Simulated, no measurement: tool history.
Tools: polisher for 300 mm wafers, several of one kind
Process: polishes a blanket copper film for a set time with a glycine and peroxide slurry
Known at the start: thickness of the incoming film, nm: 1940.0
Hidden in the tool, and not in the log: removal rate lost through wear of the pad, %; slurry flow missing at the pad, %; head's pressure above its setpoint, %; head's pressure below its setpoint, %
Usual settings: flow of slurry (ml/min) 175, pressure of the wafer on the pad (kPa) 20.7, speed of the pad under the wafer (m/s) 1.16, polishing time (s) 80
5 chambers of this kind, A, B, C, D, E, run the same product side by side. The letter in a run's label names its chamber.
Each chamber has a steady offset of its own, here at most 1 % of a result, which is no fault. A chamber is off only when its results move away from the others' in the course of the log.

run   hour  flow of slurry (ml/min)  pressure of the wafer on the pad (kPa)  speed of the pad under the wafer (m/s)  polishing time (s)  wafers polished on this pad  hours since the slurry nozzle was cleaned  hours since the head pressure was calibrated  film removed (Å)
       8.7  -- chamber A: worn pad replaced by a new one
 1C     11                      175                                    20.7                                    1.16                  80                          312                                      115.4                                         399.4              5651
 2A   16.4                      175                                    20.7                                    1.16                  80                           68                                      108.3                                          30.5            5531.3
      19.6  -- chamber B: worn pad replaced by a new one
 3B   27.3                      175                                    20.7                                    1.16                  80                           68                                       88.8                                          63.7            5596.6
 4E   36.6                      175                                    20.7                                    1.16                  80                          861                                       53.4                                         468.9            5531.2
      43.5  -- chamber D: worn pad replaced by a new one
 5D   43.6                      175                                    20.7                                    1.16                  80                            1                                      601.4                                         894.5            5617.2
 6B   48.8                      175                                    20.7                                    1.16                  80                          258                                      110.3                                          85.2            5576.6
 7C   56.8                      175                                    20.7                                    1.16                  80                          716                                      161.2                                         445.2            5648.8
 8E   64.5                      175                                    20.7                                    1.16                  80                         1107                                       81.3                                         496.8            5563.7
      65.6  -- chamber D: head pressure recalibrated
 9A   70.8                      175                                    20.7                                    1.16                  80                          548                                      162.7                                          84.9            5545.3
      78.1  -- chamber B: worn pad replaced by a new one
10D   78.8                      175                                    20.7                                    1.16                  80                          311                                      636.6                                          13.2            5603.2
        85  -- chamber D: slurry nozzle cleaned
11D   90.1                      175                                    17.2                                    1.16                  80                          411                                        5.1                                          24.5            4743.2
      96.8  -- chamber E: worn pad replaced by a new one
12B   99.2                      175                                    17.2                                    1.16                  80                          186                                      160.7                                         135.6            4830.7
13E  108.4                      175                                    17.2                                    1.16                  80                          103                                      125.2                                         540.7            4731.4
     109.1  -- chamber D: worn pad replaced by a new one
14C  114.2                      175                                    17.2                                    1.16                  80                         1222                                      218.6                                         502.6            4863.4
15A  120.4                      175                                    17.2                                    1.16                  80                          986                                      212.3                                         134.5            4830.7
     120.6  -- chamber C: worn pad replaced by a new one
     131.5  -- chamber A: worn pad replaced by a new one
16E  131.5                      175                                    20.7                                    1.34                  80                          306                                      148.3                                         563.8            6274.5
17B  139.6                      175                                    20.7                                    1.34                  80                          543                                      201.1                                           176            6330.2
     143.6  -- chamber B: worn pad replaced by a new one
18D  148.3                      175                                    20.7                                    1.34                  80                          346                                       63.3                                          82.7              6285
19C  154.8                      175                                    20.7                                    1.34                  80                          302                                      259.2                                         543.2            6419.9
20A  161.3                      175                                    20.7                                    1.34                  80                          263                                      253.2                                         175.4            6257.8
     162.9  -- chamber D: worn pad replaced by a new one
21B  168.8                      175                                    20.7                                    1.16                  80                          222                                      230.3                                         205.2            5553.2
       171  -- chamber A: slurry nozzle cleaned
22A  178.7                      175                                    22.8                                    0.78                  80                          417                                        7.8                                         192.8            4310.8
23E    187                      175                                    22.8                                    0.78                  80                          796                                      203.8                                         619.3            4228.1
24C  196.8                      175                                    22.8                                    0.78                  80                          672                                      301.2                                         585.2            4314.8
     197.1  -- chamber B: worn pad replaced by a new one
     197.7  -- chamber C: slurry nozzle cleaned
25D  208.4                      175                                    22.8                                    0.78                  80                          401                                      123.4                                         142.8            4307.7
26E  219.6                      175                                    22.8                                    0.78                  80                         1084                                      236.4                                         651.9            4236.2
     226.6  -- chamber D: worn pad replaced by a new one
27C  230.7                      175                                    20.7                                    1.16                  80                          971                                         33                                         619.1            5596.7
28D  235.9                      175                                    20.7                                    1.16                  80                           82                                      150.9                                         170.3            5589.7
     243.5  -- chamber A: worn pad replaced by a new one
29B  246.9                      175                                    20.7                                    1.16                  80                          440                                      308.4                                         283.3            5596.6
       250  -- chamber C: worn pad replaced by a new one
30A  253.4                      175                                    20.7                                    1.16                  80                           87                                       82.5                                         267.5            5577.5
     256.3  -- chamber B: worn pad replaced by a new one
31E  264.4                      175                                    20.7                                    1.16                  80                         1479                                      281.2                                         696.7            5549.4
     268.4  -- chamber E: worn pad replaced by a new one
32D    270                      175                                    20.7                                    1.16                  80                          383                                        185                                         204.4            5485.3
33A  276.2                      175                                    20.7                                    1.16                  80                          288                                      105.3                                         290.3            5524.1
34B  283.8                      175                                    20.7                                    1.16                  80                          243                                      345.3                                         320.2            5530.5
35C  289.4                      145                                    20.7                                    1.16                  80                          348                                       91.7                                         677.8              5405
36C  297.7                      145                                    20.7                                    1.16                  80                          421                                        100                                         686.1            5503.6
37E  306.1                      145                                    20.7                                    1.16                  80                          332                                      322.9                                         738.4            5362.2

Next, every chamber runs the same settings. What will each give?
38A  314.6                      175                                    20.7                                    1.16                  80                                                                                                                                       ?
38B  314.6                      175                                    20.7                                    1.16                  80                                                                                                                                       ?
38C  314.6                      175                                    20.7                                    1.16                  80                                                                                                                                       ?
38D  314.6                      175                                    20.7                                    1.16                  80                                                                                                                                       ?
38E  314.6                      175                                    20.7                                    1.16                  80                                                                                                                                       ?

run  film removed (Å)
38A            5508.1
38B            5584.6
38C            5610.8
38D            5590.6
38E            5582.9

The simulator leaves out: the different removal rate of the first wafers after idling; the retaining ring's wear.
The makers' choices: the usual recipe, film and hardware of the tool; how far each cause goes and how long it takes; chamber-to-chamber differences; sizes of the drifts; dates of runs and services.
